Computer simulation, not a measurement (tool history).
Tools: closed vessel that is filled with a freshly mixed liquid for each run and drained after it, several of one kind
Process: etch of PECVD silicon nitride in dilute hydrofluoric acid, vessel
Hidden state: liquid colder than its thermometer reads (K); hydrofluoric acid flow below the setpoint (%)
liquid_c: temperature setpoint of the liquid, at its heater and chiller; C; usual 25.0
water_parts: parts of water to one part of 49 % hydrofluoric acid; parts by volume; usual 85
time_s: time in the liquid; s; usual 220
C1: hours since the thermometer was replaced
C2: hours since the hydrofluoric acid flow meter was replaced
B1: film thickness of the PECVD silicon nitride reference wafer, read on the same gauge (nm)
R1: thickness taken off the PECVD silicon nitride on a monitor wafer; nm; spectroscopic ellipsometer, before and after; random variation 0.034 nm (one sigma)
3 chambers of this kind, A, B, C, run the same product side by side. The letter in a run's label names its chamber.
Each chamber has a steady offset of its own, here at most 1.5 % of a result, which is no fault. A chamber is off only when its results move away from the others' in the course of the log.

{"run": "1C", "hour": 10.0, "liquid_c": 25.0, "water_parts": 85, "time_s": 220, "C1": 729.3, "C2": 122.0, "B1": 119.99, "R1": 10.391}
{"run": "2A", "hour": 20.9, "liquid_c": 25.0, "water_parts": 85, "time_s": 220, "C1": 190.7, "C2": 1128.8, "B1": 120.01, "R1": 10.497}
{"run": "3B", "hour": 36.4, "liquid_c": 25.0, "water_parts": 85, "time_s": 220, "C1": 157.6, "C2": 687.6, "B1": 119.97, "R1": 10.419}
{"run": "4A", "hour": 49.4, "liquid_c": 25.0, "water_parts": 85, "time_s": 220, "C1": 219.2, "C2": 1157.3, "B1": 119.97, "R1": 10.535}
{"run": "5B", "hour": 60.1, "liquid_c": 25.0, "water_parts": 85, "time_s": 220, "C1": 181.3, "C2": 711.3, "B1": 120.01, "R1": 10.39}
{"run": "6C", "hour": 69.2, "liquid_c": 25.0, "water_parts": 85, "time_s": 220, "C1": 788.5, "C2": 181.2, "B1": 120.01, "R1": 10.375}
{"run": "7B", "hour": 76.1, "liquid_c": 25.0, "water_parts": 85, "time_s": 220, "C1": 197.3, "C2": 727.3, "B1": 120.0, "R1": 10.415}
{"run": "8A", "hour": 86.2, "liquid_c": 25.0, "water_parts": 85, "time_s": 220, "C1": 256.0, "C2": 1194.1, "B1": 120.01, "R1": 10.499}
{"run": "9C", "hour": 94.8, "liquid_c": 25.0, "water_parts": 85, "time_s": 220, "C1": 814.1, "C2": 206.8, "B1": 120.0, "R1": 10.392}
{"run": "10A", "hour": 109.7, "liquid_c": 25.0, "water_parts": 70, "time_s": 220, "C1": 279.5, "C2": 1217.6, "B1": 120.02, "R1": 12.686}
{"run": "11C", "hour": 123.8, "liquid_c": 25.0, "water_parts": 70, "time_s": 220, "C1": 843.1, "C2": 235.8, "B1": 120.03, "R1": 12.541}
{"run": "12B", "hour": 134.7, "liquid_c": 25.0, "water_parts": 70, "time_s": 220, "C1": 255.9, "C2": 785.9, "B1": 119.98, "R1": 12.687}
{"hour": 135.7, "done": "chamber B: hydrofluoric acid flow meter replaced"}
{"run": "13B", "hour": 142.0, "liquid_c": 25.0, "water_parts": 85, "time_s": 220, "C1": 263.2, "C2": 6.3, "B1": 120.0, "R1": 10.456}
{"run": "14C", "hour": 149.2, "liquid_c": 23.0, "water_parts": 85, "time_s": 130, "C1": 868.5, "C2": 261.2, "B1": 120.0, "R1": 5.3584}
{"hour": 158.5, "done": "chamber C: thermometer replaced"}
{"run": "15A", "hour": 159.5, "liquid_c": 23.0, "water_parts": 85, "time_s": 130, "C1": 329.3, "C2": 1267.4, "B1": 120.0, "R1": 5.4431}
{"run": "16C", "hour": 167.9, "liquid_c": 23.0, "water_parts": 85, "time_s": 130, "C1": 9.5, "C2": 279.9, "B1": 119.99, "R1": 5.3484}
{"run": "17B", "hour": 180.5, "liquid_c": 25.0, "water_parts": 85, "time_s": 220, "C1": 301.7, "C2": 44.8, "B1": 120.03, "R1": 10.399}
{"run": "18A", "hour": 187.7, "liquid_c": 25.0, "water_parts": 85, "time_s": 220, "C1": 357.5, "C2": 1295.6, "B1": 119.99, "R1": 10.478}
{"run": "19C", "hour": 195.0, "liquid_c": 25.0, "water_parts": 85, "time_s": 220, "C1": 36.6, "C2": 307.0, "B1": 120.0, "R1": 10.323}
{"run": "20B", "hour": 203.0, "liquid_c": 25.0, "water_parts": 85, "time_s": 220, "C1": 324.2, "C2": 67.3, "B1": 120.0, "R1": 10.427}
{"run": "21A", "hour": 213.0, "liquid_c": 25.0, "water_parts": 85, "time_s": 220, "C1": 382.8, "C2": 1320.9, "B1": 119.98, "R1": 10.482}
{"run": "22A", "hour": 223.2, "liquid_c": 25.0, "water_parts": 85, "time_s": 220, "C1": 393.0, "C2": 1331.1, "B1": 120.0, "R1": 10.495}
{"run": "23C", "hour": 231.0, "liquid_c": 25.0, "water_parts": 85, "time_s": 220, "C1": 72.6, "C2": 343.0, "B1": 120.01, "R1": 10.347}
{"run": "24B", "hour": 238.5, "liquid_c": 25.0, "water_parts": 85, "time_s": 220, "C1": 359.7, "C2": 102.8, "B1": 119.99, "R1": 10.452}
{"run": "25B", "hour": 249.9, "liquid_c": 25.0, "water_parts": 85, "time_s": 220, "C1": 371.1, "C2": 114.2, "B1": 119.97, "R1": 10.45}
{"run": "26C", "hour": 257.5, "liquid_c": 25.0, "water_parts": 85, "time_s": 220, "C1": 99.1, "C2": 369.5, "B1": 119.98, "R1": 10.388}
{"run": "27A", "hour": 264.3, "liquid_c": 25.0, "water_parts": 85, "time_s": 220, "C1": 434.1, "C2": 1372.2, "B1": 120.02, "R1": 10.51}

All 3 chambers run these settings next. Forecast each chamber's results:
{"run": "28A", "hour": 275.5, "liquid_c": 20.5, "water_parts": 85, "time_s": 220, "R1": "?"}
{"run": "28B", "hour": 275.5, "liquid_c": 20.5, "water_parts": 85, "time_s": 220, "R1": "?"}
{"run": "28C", "hour": 275.5, "liquid_c": 20.5, "water_parts": 85, "time_s": 220, "R1": "?"}

run=28A R1=7.8270
run=28B R1=7.6830
run=28C R1=7.5981
